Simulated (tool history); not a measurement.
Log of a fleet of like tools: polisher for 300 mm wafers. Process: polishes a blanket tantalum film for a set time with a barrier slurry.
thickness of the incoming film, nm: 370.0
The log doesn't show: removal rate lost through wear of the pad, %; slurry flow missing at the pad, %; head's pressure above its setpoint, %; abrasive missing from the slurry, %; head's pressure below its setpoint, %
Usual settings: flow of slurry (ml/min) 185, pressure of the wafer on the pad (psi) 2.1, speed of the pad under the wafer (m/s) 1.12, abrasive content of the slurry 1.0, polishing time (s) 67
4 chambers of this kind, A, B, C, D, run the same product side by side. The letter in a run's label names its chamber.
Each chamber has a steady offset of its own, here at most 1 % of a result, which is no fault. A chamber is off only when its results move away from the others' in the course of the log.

| run | hour | flow of slurry (ml/min) | pressure of the wafer on the pad (psi) | speed of the pad under the wafer (m/s) | abrasive content of the slurry | polishing time (s) | wafers polished on this pad | hours since the slurry nozzle was cleaned | hours since the head pressure was calibrated | hours since the slurry blender was calibrated | film removed (Å) |
|---|---|---|---|---|---|---|---|---|---|---|---|
|  | 0.4 | chamber D: worn pad replaced by a new one |
|  | 4.2 | chamber B: worn pad replaced by a new one |
| 1A | 6.0 | 185 | 2.1 | 1.12 | 1.0 | 67 | 389 | 591.9 | 942.4 | 280.2 | 1193.5 |
| 2D | 13.5 | 185 | 2.1 | 1.12 | 1.0 | 67 | 178 | 81.8 | 100.5 | 176.1 | 1199.2 |
| 3C | 19.6 | 185 | 2.1 | 1.12 | 1.0 | 67 | 846 | 501.6 | 473.8 | 38.6 | 1206.9 |
|  | 22.6 | chamber C: worn pad replaced by a new one |
| 4B | 25.0 | 185 | 2.1 | 1.12 | 1.0 | 67 | 282 | 389.7 | 117.0 | 73.4 | 1208.6 |
|  | 29.1 | chamber A: worn pad replaced by a new one |
| 5C | 32.6 | 185 | 2.1 | 1.12 | 1.0 | 67 | 136 | 514.6 | 486.8 | 51.6 | 1194.9 |
| 6A | 40.0 | 145 | 2.1 | 1.12 | 1.0 | 67 | 147 | 625.9 | 976.4 | 314.2 | 1166.0 |
|  | 45.4 | chamber D: worn pad replaced by a new one |
|  | 48.8 | chamber C: slurry nozzle cleaned |
| 7B | 49.2 | 145 | 2.1 | 1.12 | 1.0 | 67 | 610 | 413.9 | 141.2 | 97.6 | 1126.7 |
| 8D | 55.8 | 145 | 2.1 | 1.12 | 1.0 | 67 | 142 | 124.1 | 142.8 | 218.4 | 1184.2 |
| 9C | 60.9 | 145 | 2.1 | 1.12 | 1.0 | 67 | 520 | 12.1 | 515.1 | 79.9 | 1161.4 |
|  | 65.8 | chamber B: worn pad replaced by a new one |
| 10D | 65.9 | 185 | 2.1 | 1.12 | 1.0 | 67 | 279 | 134.2 | 152.9 | 228.5 | 1200.8 |
| 11B | 71.7 | 185 | 2.1 | 1.12 | 1.0 | 67 | 81 | 436.4 | 163.7 | 120.1 | 1186.1 |
| 12A | 79.3 | 185 | 2.1 | 1.12 | 1.0 | 67 | 681 | 665.2 | 1015.7 | 353.5 | 1199.8 |
|  | 81.9 | chamber A: worn pad replaced by a new one |
| 13C | 84.5 | 185 | 2.1 | 1.12 | 1.0 | 67 | 840 | 35.7 | 538.7 | 103.5 | 1207.2 |
| 14A | 88.8 | 185 | 2.1 | 1.12 | 1.0 | 67 | 94 | 674.7 | 1025.2 | 363.0 | 1209.5 |
|  | 93.0 | chamber D: worn pad replaced by a new one |
| 15D | 94.2 | 185 | 2.1 | 1.12 | 1.0 | 67 | 17 | 162.5 | 181.2 | 256.8 | 1201.8 |
|  | 97.8 | chamber C: worn pad replaced by a new one |
| 16B | 100.9 | 185 | 2.1 | 1.12 | 0.9 | 79 | 477 | 465.6 | 192.9 | 149.3 | 1390.3 |
|  | 104.4 | chamber A: head pressure recalibrated |
| 17A | 107.2 | 185 | 2.1 | 1.12 | 0.9 | 79 | 343 | 693.1 | 2.9 | 381.4 | 1364.4 |
|  | 109.3 | chamber C: slurry blender recalibrated |
| 18C | 117.1 | 185 | 2.1 | 1.12 | 0.9 | 79 | 262 | 68.3 | 571.3 | 7.8 | 1369.8 |
|  | 117.7 | chamber B: worn pad replaced by a new one |
| 19D | 126.8 | 185 | 2.1 | 1.12 | 0.9 | 79 | 459 | 195.1 | 213.8 | 289.4 | 1365.3 |
|  | 133.5 | chamber A: worn pad replaced by a new one |
| 20B | 134.0 | 185 | 2.1 | 1.12 | 1.0 | 67 | 222 | 498.7 | 226.0 | 182.4 | 1201.6 |
|  | 136.4 | chamber D: worn pad replaced by a new one |
|  | 142.8 | chamber D: slurry blender recalibrated |
| 21B | 143.0 | 185 | 2.1 | 1.12 | 1.0 | 67 | 344 | 507.7 | 235.0 | 191.4 | 1190.4 |
| 22A | 148.2 | 185 | 2.1 | 1.12 | 1.0 | 67 | 199 | 734.1 | 43.9 | 422.4 | 1195.5 |
| 23D | 154.5 | 185 | 2.1 | 1.12 | 1.0 | 67 | 245 | 222.8 | 241.5 | 11.8 | 1217.2 |
| 24C | 162.0 | 185 | 2.1 | 1.12 | 1.0 | 67 | 871 | 113.2 | 616.2 | 52.7 | 1205.5 |
|  | 162.1 | chamber C: worn pad replaced by a new one |
| 25A | 170.0 | 185 | 2.1 | 1.12 | 1.0 | 67 | 495 | 755.9 | 65.7 | 444.2 | 1193.4 |
| 26B | 176.5 | 185 | 2.1 | 1.12 | 1.0 | 67 | 798 | 541.2 | 268.5 | 224.9 | 1201.7 |
|  | 179.2 | chamber B: worn pad replaced by a new one |
| 27C | 182.2 | 185 | 2.1 | 1.12 | 1.0 | 67 | 273 | 133.4 | 636.4 | 72.9 | 1237.6 |
|  | 183.5 | chamber D: worn pad replaced by a new one |
| 28D | 190.6 | 185 | 2.1 | 1.12 | 1.0 | 67 | 96 | 258.9 | 277.6 | 47.9 | 1202.5 |
| 29A | 197.3 | 185 | 2.1 | 1.12 | 1.0 | 67 | 866 | 783.2 | 93.0 | 471.5 | 1221.4 |
| 30B | 203.4 | 185 | 2.8 | 1.12 | 1.0 | 67 | 328 | 568.1 | 295.4 | 251.8 | 1629.6 |
| 31C | 208.5 | 185 | 2.8 | 1.12 | 1.0 | 67 | 630 | 159.7 | 662.7 | 99.2 | 1588.1 |
| 32D | 217.9 | 185 | 2.8 | 1.12 | 1.0 | 67 | 466 | 286.2 | 304.9 | 75.2 | 1577.3 |

All 4 chambers run these settings next. Forecast each chamber's results:
| 33A | 225.0 | 185 | 2.1 | 1.12 | 1.0 | 67 |  |  |  |  | ? |
| 33B | 225.0 | 185 | 2.1 | 1.12 | 1.0 | 67 |  |  |  |  | ? |
| 33C | 225.0 | 185 | 2.1 | 1.12 | 1.0 | 67 |  |  |  |  | ? |
| 33D | 225.0 | 185 | 2.1 | 1.12 | 1.0 | 67 |  |  |  |  | ? |

| run | film removed (Å) |
|---|---|
| 33A | 1201.2 |
| 33B | 1192.0 |
| 33C | 1220.4 |
| 33D | 1206.1 |
